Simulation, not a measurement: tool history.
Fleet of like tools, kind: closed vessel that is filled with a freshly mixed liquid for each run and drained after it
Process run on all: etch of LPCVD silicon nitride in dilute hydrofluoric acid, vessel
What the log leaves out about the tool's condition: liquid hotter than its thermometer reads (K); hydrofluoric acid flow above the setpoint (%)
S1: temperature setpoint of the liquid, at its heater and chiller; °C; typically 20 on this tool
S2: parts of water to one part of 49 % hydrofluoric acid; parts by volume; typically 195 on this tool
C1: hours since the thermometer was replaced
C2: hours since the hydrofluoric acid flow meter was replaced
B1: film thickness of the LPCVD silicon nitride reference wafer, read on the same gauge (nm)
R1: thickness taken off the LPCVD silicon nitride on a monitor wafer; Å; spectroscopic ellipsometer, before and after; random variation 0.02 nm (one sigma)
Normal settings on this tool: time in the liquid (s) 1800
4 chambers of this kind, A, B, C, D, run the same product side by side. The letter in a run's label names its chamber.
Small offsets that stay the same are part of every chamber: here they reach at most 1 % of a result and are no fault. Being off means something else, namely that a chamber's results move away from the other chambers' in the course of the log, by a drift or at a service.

run 1A hour=5.5 | S1=20 S2=195 time_in_the_liquid_(s)=1800 | C1=2036 C2=1048.2 | B1=119.98 | R1=35.186
run 2D hour=13.9 | S1=20 S2=195 time_in_the_liquid_(s)=1800 | C1=336.4 C2=506 | B1=120 | R1=35.219
run 3C hour=21.2 | S1=20 S2=195 time_in_the_liquid_(s)=1800 | C1=1606.2 C2=848.7 | B1=120.05 | R1=35.113
run 4B hour=25.8 | S1=20 S2=195 time_in_the_liquid_(s)=1800 | C1=33.8 C2=1123.4 | B1=119.98 | R1=34.558
run 5C hour=30.3 | S1=20 S2=195 time_in_the_liquid_(s)=1800 | C1=1615.3 C2=857.8 | B1=120 | R1=34.847
run 6D hour=34.2 | S1=17 S2=195 time_in_the_liquid_(s)=1800 | C1=356.7 C2=526.3 | B1=120.01 | R1=28.167
run 7A hour=38 | S1=17 S2=195 time_in_the_liquid_(s)=1800 | C1=2068.5 C2=1080.7 | B1=119.99 | R1=28.932
run 8B hour=42.1 | S1=17 S2=195 time_in_the_liquid_(s)=1800 | C1=50.1 C2=1139.7 | B1=120.04 | R1=28.639
run 9C hour=46.3 | S1=17 S2=195 time_in_the_liquid_(s)=1800 | C1=1631.3 C2=873.8 | B1=120.02 | R1=28.195
run 10D hour=52.8 | S1=20 S2=195 time_in_the_liquid_(s)=1800 | C1=375.3 C2=544.9 | B1=120.02 | R1=34.629
run 11A hour=57.5 | S1=20 S2=195 time_in_the_liquid_(s)=1800 | C1=2088 C2=1100.2 | B1=119.97 | R1=35.039
run 12B hour=63.6 | S1=20 S2=195 time_in_the_liquid_(s)=1800 | C1=71.6 C2=1161.2 | B1=120.01 | R1=34.62
run 13A hour=68.3 | S1=20 S2=195 time_in_the_liquid_(s)=1800 | C1=2098.8 C2=1111 | B1=120.01 | R1=34.953
run 14C hour=76.3 | S1=20 S2=195 time_in_the_liquid_(s)=1800 | C1=1661.3 C2=903.8 | B1=120 | R1=34.718
run 15D hour=81.3 | S1=20 S2=195 time_in_the_liquid_(s)=1800 | C1=403.8 C2=573.4 | B1=120 | R1=35.018
run 16B hour=85.7 | S1=20 S2=195 time_in_the_liquid_(s)=1800 | C1=93.7 C2=1183.3 | B1=119.98 | R1=34.736
run 17A hour=92.7 | S1=20 S2=195 time_in_the_liquid_(s)=1800 | C1=2123.2 C2=1135.4 | B1=120 | R1=35.409
run 18C hour=101 | S1=20 S2=195 time_in_the_liquid_(s)=1800 | C1=1686 C2=928.5 | B1=120.01 | R1=34.647
run 19B hour=109.2 | S1=20 S2=195 time_in_the_liquid_(s)=1800 | C1=117.2 C2=1206.8 | B1=119.99 | R1=34.987
run 20D hour=114.7 | S1=20 S2=195 time_in_the_liquid_(s)=1800 | C1=437.2 C2=606.8 | B1=119.98 | R1=34.636
run 21A hour=120.2 | S1=20 S2=195 time_in_the_liquid_(s)=1800 | C1=2150.7 C2=1162.9 | B1=120.03 | R1=34.976
-- hour=122.3 chamber A: hydrofluoric acid flow meter replaced
run 22D hour=125 | S1=20 S2=195 time_in_the_liquid_(s)=2135 | C1=447.5 C2=617.1 | B1=120.02 | R1=41.096
run 23C hour=132.3 | S1=20 S2=195 time_in_the_liquid_(s)=2135 | C1=1717.3 C2=959.8 | B1=120.01 | R1=41.304
run 24B hour=136.7 | S1=20 S2=195 time_in_the_liquid_(s)=2135 | C1=144.7 C2=1234.3 | B1=119.95 | R1=41.239
run 25B hour=145.3 | S1=20 S2=195 time_in_the_liquid_(s)=2135 | C1=153.3 C2=1242.9 | B1=119.96 | R1=41.737
run 26D hour=153.5 | S1=20 S2=195 time_in_the_liquid_(s)=1800 | C1=476 C2=645.6 | B1=120.02 | R1=34.757
run 27C hour=158 | S1=20 S2=195 time_in_the_liquid_(s)=1800 | C1=1743 C2=985.5 | B1=120.01 | R1=34.894
run 28A hour=162.2 | S1=20 S2=195 time_in_the_liquid_(s)=1800 | C1=2192.7 C2=39.9 | B1=120.03 | R1=35.071
run 29A hour=168.7 | S1=20 S2=195 time_in_the_liquid_(s)=1800 | C1=2199.2 C2=46.4 | B1=120.03 | R1=35.205
run 30D hour=174.7 | S1=20 S2=195 time_in_the_liquid_(s)=1800 | C1=497.2 C2=666.8 | B1=120.01 | R1=34.449
run 31B hour=181.8 | S1=20 S2=195 time_in_the_liquid_(s)=1800 | C1=189.8 C2=1279.4 | B1=119.98 | R1=34.75
run 32C hour=188.9 | S1=20 S2=195 time_in_the_liquid_(s)=1800 | C1=1773.9 C2=1016.4 | B1=119.97 | R1=34.623
run 33D hour=193.7 | S1=20 S2=195 time_in_the_liquid_(s)=1800 | C1=516.2 C2=685.8 | B1=120.01 | R1=34.899
run 34B hour=201.8 | S1=20 S2=195 time_in_the_liquid_(s)=1800 | C1=209.8 C2=1299.4 | B1=119.99 | R1=35.053
run 35A hour=209.8 | S1=20 S2=195 time_in_the_liquid_(s)=1800 | C1=2240.3 C2=87.5 | B1=120 | R1=35.059
run 36C hour=216.5 | S1=20 S2=195 time_in_the_liquid_(s)=1800 | C1=1801.5 C2=1044 | B1=120 | R1=34.939
run 37A hour=221.8 | S1=20 S2=195 time_in_the_liquid_(s)=1800 | C1=2252.3 C2=99.5 | B1=120.03 | R1=34.957
run 38B hour=226.6 | S1=20 S2=195 time_in_the_liquid_(s)=1800 | C1=234.6 C2=1324.2 | B1=120.01 | R1=34.87
run 39D hour=230.8 | S1=20 S2=195 time_in_the_liquid_(s)=1800 | C1=553.3 C2=722.9 | B1=119.99 | R1=34.933
run 40C hour=235.1 | S1=20 S2=195 time_in_the_liquid_(s)=1800 | C1=1820.1 C2=1062.6 | B1=120.03 | R1=34.542
run 41A hour=239.1 | S1=20 S2=195 time_in_the_liquid_(s)=1800 | C1=2269.6 C2=116.8 | B1=120 | R1=35.28
run 42D hour=243 | S1=20 S2=195 time_in_the_liquid_(s)=1800 | C1=565.5 C2=735.1 | B1=120.03 | R1=34.617
run 43B hour=248.6 | S1=20 S2=195 time_in_the_liquid_(s)=1800 | C1=256.6 C2=1346.2 | B1=120.01 | R1=34.812
run 44C hour=256.2 | S1=20 S2=195 time_in_the_liquid_(s)=1800 | C1=1841.2 C2=1083.7 | B1=120 | R1=34.729

One chamber off, gauge drift, or nothing amiss beyond the chambers' own small offsets? If it is a chamber, which one, and what is the likeliest cause?

All chambers stay in line apart from their small fixed offsets, and the gauge does not drift.
